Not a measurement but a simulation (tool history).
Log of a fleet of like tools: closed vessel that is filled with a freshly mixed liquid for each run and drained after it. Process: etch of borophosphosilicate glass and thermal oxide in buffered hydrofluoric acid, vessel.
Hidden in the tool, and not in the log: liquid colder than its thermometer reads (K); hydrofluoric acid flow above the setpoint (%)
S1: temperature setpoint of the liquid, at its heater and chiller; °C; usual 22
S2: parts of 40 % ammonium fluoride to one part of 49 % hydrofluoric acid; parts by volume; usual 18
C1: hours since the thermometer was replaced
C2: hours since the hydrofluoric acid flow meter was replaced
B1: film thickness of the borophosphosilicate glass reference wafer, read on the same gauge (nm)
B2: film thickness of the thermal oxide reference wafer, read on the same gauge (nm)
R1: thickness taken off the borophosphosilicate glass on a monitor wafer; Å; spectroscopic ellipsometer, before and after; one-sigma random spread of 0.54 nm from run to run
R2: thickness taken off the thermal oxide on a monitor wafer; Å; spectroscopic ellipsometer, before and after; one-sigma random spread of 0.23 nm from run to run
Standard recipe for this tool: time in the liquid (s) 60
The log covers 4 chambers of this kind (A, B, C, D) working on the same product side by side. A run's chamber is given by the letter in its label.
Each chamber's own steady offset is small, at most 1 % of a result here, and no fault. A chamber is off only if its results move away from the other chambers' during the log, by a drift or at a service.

Run 1B, day 0.154: usual settings; C1 857.8; C2 459.5; B1 90.046; B2 140.01. Result: R1 707.14 Å, R2 337.74 Å.
Run 2D, day 0.492: usual settings; C1 343.7; C2 93.5; B1 90.006; B2 140.01. Result: R1 699.88 Å, R2 336.19 Å.
Run 3C, day 0.738: usual settings; C1 1932.2; C2 394.4; B1 89.982; B2 140. Result: R1 688.2 Å, R2 336.6 Å.
Run 4A, day 0.975: usual settings; C1 1868.6; C2 228; B1 90.034; B2 140. Result: R1 693.02 Å, R2 334.57 Å.
Run 5D, day 1.317: usual settings; C1 363.5; C2 113.3; B1 89.992; B2 140. Result: R1 694.88 Å, R2 340.04 Å.
Run 6B, day 1.529: usual settings; C1 890.8; C2 492.5; B1 89.977; B2 140.02. Result: R1 703.9 Å, R2 337.47 Å.
Run 7C, day 1.696: usual settings; C1 1955.2; C2 417.4; B1 90.021; B2 140.02. Result: R1 693.01 Å, R2 334.7 Å.
Run 8A, day 1.954: usual settings but time in the liquid (s) 80; C1 1892.1; C2 251.5; B1 89.994; B2 140. Result: R1 935.24 Å, R2 445.79 Å.
Run 9C, day 2.171: usual settings but time in the liquid (s) 80; C1 1966.6; C2 428.8; B1 90.002; B2 139.99. Result: R1 916.27 Å, R2 445.89 Å.
Run 10B, day 2.433: usual settings but time in the liquid (s) 80; C1 912.5; C2 514.2; B1 89.981; B2 140.01. Result: R1 932.61 Å, R2 448.11 Å.
Run 11A, day 2.638: usual settings but time in the liquid (s) 80; C1 1908.5; C2 267.9; B1 89.95; B2 139.99. Result: R1 916.02 Å, R2 450.24 Å.
Run 12D, day 2.879: usual settings; C1 401; C2 150.8; B1 90.043; B2 140.01. Result: R1 683.14 Å, R2 341.31 Å.
Run 13A, day 3.121: usual settings; C1 1920.1; C2 279.5; B1 90.036; B2 139.99. Result: R1 691.2 Å, R2 341.32 Å.
Run 14B, day 3.408: usual settings; C1 935.9; C2 537.6; B1 89.969; B2 139.98. Result: R1 707.83 Å, R2 342.75 Å.
Run 15D, day 3.675: usual settings; C1 420.1; C2 169.9; B1 90.015; B2 140. Result: R1 690.39 Å, R2 338.81 Å.
Run 16C, day 3.983: usual settings; C1 2010.1; C2 472.3; B1 89.986; B2 139.99. Result: R1 693.69 Å, R2 332.75 Å.
Run 17A, day 4.312: usual settings; C1 1948.7; C2 308.1; B1 90.012; B2 140. Result: R1 687.02 Å, R2 336.26 Å.
Run 18B, day 4.612: usual settings; C1 964.8; C2 566.5; B1 90.063; B2 139.98. Result: R1 702.05 Å, R2 337.6 Å.
Run 19D, day 4.925: usual settings; C1 450.1; C2 199.9; B1 89.953; B2 140.03. Result: R1 692.95 Å, R2 336.95 Å.
Run 20C, day 5.117: usual settings; C1 2037.3; C2 499.5; B1 89.985; B2 139.99. Result: R1 683.12 Å, R2 341.3 Å.
Run 21B, day 5.288: usual settings but S1 25 °C, time in the liquid (s) 30; C1 981; C2 582.7; B1 90.002; B2 139.99. Result: R1 418.97 Å, R2 197.77 Å.
Run 22D, day 5.517: usual settings but S1 25 °C, time in the liquid (s) 30; C1 464.3; C2 214.1; B1 90.003; B2 140.01. Result: R1 406.98 Å, R2 199.15 Å.
Run 23A, day 5.671: usual settings but S1 25 °C, time in the liquid (s) 30; C1 1981.3; C2 340.7; B1 89.959; B2 140. Result: R1 409.89 Å, R2 198.56 Å.
Run 24C, day 5.825: usual settings but S1 25 °C, time in the liquid (s) 30; C1 2054.3; C2 516.5; B1 89.991; B2 139.99. Result: R1 405.07 Å, R2 198.91 Å.
Run 25D, day 6.038: usual settings; C1 476.8; C2 226.6; B1 89.967; B2 140. Result: R1 688.17 Å, R2 338.06 Å.
Run 26B, day 6.292: usual settings; C1 1005.1; C2 606.8; B1 89.947; B2 139.99. Result: R1 705.08 Å, R2 336.05 Å.
Run 27A, day 6.617: usual settings but S1 25.5 °C; C1 2004; C2 363.4; B1 90.011; B2 140. Result: R1 838.08 Å, R2 407.07 Å.
Run 28C, day 6.938: usual settings but S1 25.5 °C; C1 2081; C2 543.2; B1 90.026; B2 140.01. Result: R1 836.96 Å, R2 408.59 Å.
Run 29D, day 7.171: usual settings but S1 25.5 °C; C1 504; C2 253.8; B1 90.048; B2 140. Result: R1 849 Å, R2 411.95 Å.
Run 30C, day 7.329: usual settings but S1 25.5 °C; C1 2090.4; C2 552.6; B1 90.03; B2 140.01. Result: R1 831.23 Å, R2 413.04 Å.
Run 31B, day 7.579: usual settings but S2 22.5 parts by volume, time in the liquid (s) 40; C1 1036; C2 637.7; B1 89.963; B2 140. Result: R1 386.46 Å, R2 185.75 Å.
Run 32A, day 7.767: usual settings but S2 22.5 parts by volume, time in the liquid (s) 40; C1 2031.6; C2 391; B1 90.021; B2 140. Result: R1 382.28 Å, R2 184.67 Å.
Run 33A, day 7.967: usual settings but S2 22.5 parts by volume, time in the liquid (s) 40; C1 2036.4; C2 395.8; B1 89.969; B2 140. Result: R1 376.74 Å, R2 186.11 Å.
Run 34C, day 8.133: usual settings but S2 22.5 parts by volume, time in the liquid (s) 40; C1 2109.7; C2 571.9; B1 89.998; B2 140.01. Result: R1 379.46 Å, R2 183.18 Å.
Run 35D, day 8.375: usual settings; C1 532.9; C2 282.7; B1 89.982; B2 140.01. Result: R1 683.44 Å, R2 334.58 Å.
Run 36B, day 8.658: usual settings; C1 1061.9; C2 663.6; B1 90.002; B2 140.01. Result: R1 703.39 Å, R2 337.6 Å.
Run 37D, day 8.854: usual settings; C1 544.4; C2 294.2; B1 89.999; B2 139.99. Result: R1 691.59 Å, R2 339.61 Å.

All 4 chambers run these settings next. Forecast each chamber's results:
Run 38A, day 9.1: usual settings but time in the liquid (s) 80. Result: R1 ?, R2 ?.
Run 38B, day 9.1: usual settings but time in the liquid (s) 80. Result: R1 ?, R2 ?.
Run 38C, day 9.1: usual settings but time in the liquid (s) 80. Result: R1 ?, R2 ?.
Run 38D, day 9.1: usual settings but time in the liquid (s) 80. Result: R1 ?, R2 ?.

run      R1      R2
38A  926.62  448.91
38B  926.29  447.01
38C  931.71  446.75
38D  928.47  450.53
